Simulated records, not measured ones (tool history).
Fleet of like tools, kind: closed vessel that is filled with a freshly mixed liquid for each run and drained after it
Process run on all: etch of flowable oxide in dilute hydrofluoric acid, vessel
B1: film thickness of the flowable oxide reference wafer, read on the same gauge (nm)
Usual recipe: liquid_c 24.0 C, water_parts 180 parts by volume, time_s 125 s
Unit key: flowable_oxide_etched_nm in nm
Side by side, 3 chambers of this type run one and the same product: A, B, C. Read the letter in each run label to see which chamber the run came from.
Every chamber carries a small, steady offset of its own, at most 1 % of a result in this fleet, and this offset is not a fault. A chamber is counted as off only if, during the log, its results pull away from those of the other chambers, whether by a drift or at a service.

{"run": "1B", "hour": 8.5, "liquid_c": 24.0, "water_parts": 180, "time_s": 125, "B1": 109.96, "flowable_oxide_etched_nm": 43.211}
{"run": "2C", "hour": 13.1, "liquid_c": 24.0, "water_parts": 180, "time_s": 125, "B1": 109.98, "flowable_oxide_etched_nm": 43.856}
{"run": "3A", "hour": 17.1, "liquid_c": 24.0, "water_parts": 180, "time_s": 125, "B1": 110.0, "flowable_oxide_etched_nm": 43.212}
{"run": "4C", "hour": 22.5, "liquid_c": 24.0, "water_parts": 180, "time_s": 125, "B1": 109.97, "flowable_oxide_etched_nm": 43.534}
{"run": "5B", "hour": 26.6, "liquid_c": 24.0, "water_parts": 180, "time_s": 125, "B1": 109.99, "flowable_oxide_etched_nm": 43.01}
{"run": "6A", "hour": 35.0, "liquid_c": 24.0, "water_parts": 180, "time_s": 125, "B1": 110.0, "flowable_oxide_etched_nm": 43.057}
{"run": "7C", "hour": 40.3, "liquid_c": 24.0, "water_parts": 230, "time_s": 195, "B1": 109.99, "flowable_oxide_etched_nm": 50.061}
{"run": "8A", "hour": 45.1, "liquid_c": 24.0, "water_parts": 230, "time_s": 195, "B1": 109.98, "flowable_oxide_etched_nm": 49.902}
{"run": "9B", "hour": 50.9, "liquid_c": 24.0, "water_parts": 230, "time_s": 195, "B1": 109.97, "flowable_oxide_etched_nm": 49.607}
{"run": "10B", "hour": 56.8, "liquid_c": 24.0, "water_parts": 180, "time_s": 125, "B1": 110.0, "flowable_oxide_etched_nm": 43.082}
{"run": "11C", "hour": 63.0, "liquid_c": 24.0, "water_parts": 180, "time_s": 125, "B1": 109.96, "flowable_oxide_etched_nm": 43.744}
{"run": "12A", "hour": 70.7, "liquid_c": 20.5, "water_parts": 180, "time_s": 65, "B1": 110.01, "flowable_oxide_etched_nm": 19.798}
{"hour": 75.3, "done": "chamber C: thermometer replaced"}
{"run": "13B", "hour": 78.2, "liquid_c": 20.5, "water_parts": 180, "time_s": 65, "B1": 110.0, "flowable_oxide_etched_nm": 19.744}
{"run": "14A", "hour": 84.6, "liquid_c": 20.5, "water_parts": 180, "time_s": 65, "B1": 110.0, "flowable_oxide_etched_nm": 19.783}
{"run": "15C", "hour": 89.1, "liquid_c": 24.0, "water_parts": 180, "time_s": 125, "B1": 110.03, "flowable_oxide_etched_nm": 43.829}
{"run": "16B", "hour": 94.3, "liquid_c": 24.0, "water_parts": 180, "time_s": 125, "B1": 109.97, "flowable_oxide_etched_nm": 43.214}
{"run": "17C", "hour": 98.5, "liquid_c": 24.0, "water_parts": 180, "time_s": 125, "B1": 110.03, "flowable_oxide_etched_nm": 43.391}
{"run": "18A", "hour": 107.1, "liquid_c": 24.0, "water_parts": 180, "time_s": 125, "B1": 110.0, "flowable_oxide_etched_nm": 43.4}
{"run": "19C", "hour": 115.5, "liquid_c": 24.0, "water_parts": 180, "time_s": 125, "B1": 110.02, "flowable_oxide_etched_nm": 43.588}
{"run": "20A", "hour": 123.3, "liquid_c": 24.0, "water_parts": 180, "time_s": 125, "B1": 109.98, "flowable_oxide_etched_nm": 43.053}
{"run": "21B", "hour": 130.1, "liquid_c": 24.0, "water_parts": 180, "time_s": 125, "B1": 109.99, "flowable_oxide_etched_nm": 43.608}
{"run": "22C", "hour": 135.1, "liquid_c": 24.0, "water_parts": 180, "time_s": 125, "B1": 109.98, "flowable_oxide_etched_nm": 43.84}
{"run": "23A", "hour": 143.6, "liquid_c": 24.0, "water_parts": 180, "time_s": 125, "B1": 109.99, "flowable_oxide_etched_nm": 43.19}
{"run": "24B", "hour": 149.1, "liquid_c": 24.0, "water_parts": 180, "time_s": 125, "B1": 110.0, "flowable_oxide_etched_nm": 43.638}
{"run": "25A", "hour": 154.4, "liquid_c": 21.5, "water_parts": 180, "time_s": 125, "B1": 110.01, "flowable_oxide_etched_nm": 39.44}
{"run": "26C", "hour": 160.7, "liquid_c": 21.5, "water_parts": 180, "time_s": 125, "B1": 109.99, "flowable_oxide_etched_nm": 39.95}
{"run": "27B", "hour": 169.3, "liquid_c": 21.5, "water_parts": 180, "time_s": 125, "B1": 109.97, "flowable_oxide_etched_nm": 39.93}
{"run": "28A", "hour": 175.3, "liquid_c": 24.0, "water_parts": 180, "time_s": 125, "B1": 110.02, "flowable_oxide_etched_nm": 43.184}
{"run": "29C", "hour": 181.6, "liquid_c": 24.0, "water_parts": 265, "time_s": 170, "B1": 110.01, "flowable_oxide_etched_nm": 36.987}
{"run": "30B", "hour": 187.2, "liquid_c": 24.0, "water_parts": 265, "time_s": 170, "B1": 110.03, "flowable_oxide_etched_nm": 36.776}
{"run": "31B", "hour": 193.5, "liquid_c": 24.0, "water_parts": 265, "time_s": 170, "B1": 109.99, "flowable_oxide_etched_nm": 37.197}
{"run": "32C", "hour": 201.0, "liquid_c": 24.0, "water_parts": 180, "time_s": 125, "B1": 110.01, "flowable_oxide_etched_nm": 43.69}
{"run": "33A", "hour": 206.6, "liquid_c": 24.0, "water_parts": 180, "time_s": 125, "B1": 110.0, "flowable_oxide_etched_nm": 43.337}
{"run": "34C", "hour": 213.9, "liquid_c": 24.0, "water_parts": 180, "time_s": 125, "B1": 110.0, "flowable_oxide_etched_nm": 43.887}
{"run": "35B", "hour": 221.9, "liquid_c": 24.0, "water_parts": 180, "time_s": 125, "B1": 110.0, "flowable_oxide_etched_nm": 44.112}
{"run": "36A", "hour": 229.6, "liquid_c": 24.0, "water_parts": 180, "time_s": 125, "B1": 110.0, "flowable_oxide_etched_nm": 43.175}
{"run": "37A", "hour": 237.4, "liquid_c": 24.0, "water_parts": 265, "time_s": 185, "B1": 110.01, "flowable_oxide_etched_nm": 39.588}
{"run": "38B", "hour": 244.5, "liquid_c": 24.0, "water_parts": 265, "time_s": 185, "B1": 110.01, "flowable_oxide_etched_nm": 40.38}
{"run": "39C", "hour": 249.7, "liquid_c": 24.0, "water_parts": 265, "time_s": 185, "B1": 109.97, "flowable_oxide_etched_nm": 40.297}
{"run": "40C", "hour": 257.4, "liquid_c": 24.0, "water_parts": 180, "time_s": 125, "B1": 110.01, "flowable_oxide_etched_nm": 43.862}

The same settings go to every chamber for the next run, one line per chamber below. Forecast the results for each:
{"run": "41A", "hour": 263.6, "liquid_c": 24.0, "water_parts": 255, "time_s": 125, "flowable_oxide_etched_nm": "?"}
{"run": "41B", "hour": 263.6, "liquid_c": 24.0, "water_parts": 255, "time_s": 125, "flowable_oxide_etched_nm": "?"}
{"run": "41C", "hour": 263.6, "liquid_c": 24.0, "water_parts": 255, "time_s": 125, "flowable_oxide_etched_nm": "?"}

run=41A flowable_oxide_etched_nm=27.877
run=41B flowable_oxide_etched_nm=28.756
run=41C flowable_oxide_etched_nm=28.543

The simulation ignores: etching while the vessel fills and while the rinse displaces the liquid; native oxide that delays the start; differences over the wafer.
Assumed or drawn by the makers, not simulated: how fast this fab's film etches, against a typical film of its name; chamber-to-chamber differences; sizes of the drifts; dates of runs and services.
